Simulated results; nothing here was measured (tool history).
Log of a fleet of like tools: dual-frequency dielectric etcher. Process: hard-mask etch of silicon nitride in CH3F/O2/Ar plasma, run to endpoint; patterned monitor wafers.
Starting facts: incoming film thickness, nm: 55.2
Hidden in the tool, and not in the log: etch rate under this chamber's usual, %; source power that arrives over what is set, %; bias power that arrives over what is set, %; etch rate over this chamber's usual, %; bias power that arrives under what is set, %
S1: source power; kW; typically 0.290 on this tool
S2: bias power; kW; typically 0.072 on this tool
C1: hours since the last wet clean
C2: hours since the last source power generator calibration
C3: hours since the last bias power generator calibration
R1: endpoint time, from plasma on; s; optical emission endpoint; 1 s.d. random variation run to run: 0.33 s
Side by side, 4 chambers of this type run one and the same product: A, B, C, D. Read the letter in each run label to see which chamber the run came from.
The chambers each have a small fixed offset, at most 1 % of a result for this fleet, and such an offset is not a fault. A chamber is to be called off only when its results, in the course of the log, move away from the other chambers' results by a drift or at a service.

Run 1C, hour 5.0: usual settings; C1 73.9; C2 1028.7; C3 4084.8. Result: R1 90.311 s.
Run 2D, hour 7.7: usual settings; C1 411.0; C2 1473.5; C3 2604.5. Result: R1 90.428 s.
Run 3A, hour 12.6: usual settings; C1 418.4; C2 3307.3; C3 1509.7. Result: R1 91.214 s.
Run 4B, hour 16.4: usual settings; C1 265.5; C2 181.5; C3 1451.4. Result: R1 89.288 s.
Run 5C, hour 19.3: usual settings; C1 88.2; C2 1043.0; C3 4099.1. Result: R1 91.214 s.
Run 6A, hour 22.2: usual settings; C1 428.0; C2 3316.9; C3 1519.3. Result: R1 91.114 s.
Run 7D, hour 27.6: usual settings but S1 0.310 kW; C1 430.9; C2 1493.4; C3 2624.4. Result: R1 88.431 s.
Run 8B, hour 32.6: usual settings but S1 0.310 kW; C1 281.7; C2 197.7; C3 1467.6. Result: R1 86.562 s.
Run 9D, hour 38.0: usual settings but S1 0.310 kW; C1 441.3; C2 1503.8; C3 2634.8. Result: R1 88.692 s.
Run 10C, hour 42.7: usual settings but S1 0.310 kW; C1 111.6; C2 1066.4; C3 4122.5. Result: R1 87.583 s.
Run 11B, hour 45.4: usual settings; C1 294.5; C2 210.5; C3 1480.4. Result: R1 88.547 s.
Run 12A, hour 50.6: usual settings; C1 456.4; C2 3345.3; C3 1547.7. Result: R1 92.072 s.
Run 13C, hour 53.8: usual settings; C1 122.7; C2 1077.5; C3 4133.6. Result: R1 90.258 s.
Run 14A, hour 56.8: usual settings; C1 462.6; C2 3351.5; C3 1553.9. Result: R1 91.900 s.
Run 15D, hour 62.1: usual settings; C1 465.4; C2 1527.9; C3 2658.9. Result: R1 91.012 s.
Run 16B, hour 65.1: usual settings but S1 0.320 kW, S2 0.086 kW; C1 314.2; C2 230.2; C3 1500.1. Result: R1 80.893 s.
Run 17C, hour 68.1: usual settings but S1 0.320 kW, S2 0.086 kW; C1 137.0; C2 1091.8; C3 4147.9. Result: R1 81.688 s.
Run 18D, hour 72.3: usual settings but S1 0.320 kW, S2 0.086 kW; C1 475.6; C2 1538.1; C3 2669.1. Result: R1 82.502 s.
Run 19A, hour 75.6: usual settings but S1 0.320 kW, S2 0.086 kW; C1 481.4; C2 3370.3; C3 1572.7. Result: R1 84.606 s.
Run 20B, hour 79.1: usual settings; C1 328.2; C2 244.2; C3 1514.1. Result: R1 88.837 s.
Run 21A, hour 83.7: usual settings but S2 0.085 kW; C1 489.5; C2 3378.4; C3 1580.8. Result: R1 87.976 s.
Run 22B, hour 86.3: usual settings but S2 0.085 kW; C1 335.4; C2 251.4; C3 1521.3. Result: R1 84.304 s.
Run 23C, hour 90.7: usual settings but S2 0.085 kW; C1 159.6; C2 1114.4; C3 4170.5. Result: R1 86.051 s.
Run 24D, hour 94.6: usual settings but S2 0.085 kW; C1 497.9; C2 1560.4; C3 2691.4. Result: R1 85.801 s.
Run 25D, hour 98.1: usual settings; C1 501.4; C2 1563.9; C3 2694.9. Result: R1 90.403 s.

Has any chamber moved away from the others, gradually or after a service, or does the common gauge drift, or do the chambers differ only by their own small steady offsets? State the chamber and the most likely cause if one applies.

One chamber, A, drifts off from the rest bit by bit.
Likeliest cause: etch rate under this chamber's usual, % = 3.18.

Here are 4 candidates for chamber A's next run, each the usual settings with a change, their results left as question marks. Which one brings its results back in line with what the others give on the usual settings?
In-line tolerance around the mean of the other chambers on the usual settings: R1 1.200 s
Run 26A-1, hour 102.2: usual settings but S1 0.300 kW, S2 0.076 kW. Result: R1 ?.
Run 26A-2, hour 102.2: usual settings but S1 0.280 kW, S2 0.068 kW. Result: R1 ?.
Run 26A-3, hour 102.2: usual settings but S1 0.280 kW. Result: R1 ?.
Run 26A-4, hour 102.2: usual settings but S1 0.300 kW. Result: R1 ?.

What the other chambers average on the usual settings: R1 90.253 s
  run      R1
26A-1  90.755
26A-2  96.867
26A-3  94.962
26A-4  92.488
26A-1 puts the chamber back in line with the other chambers.
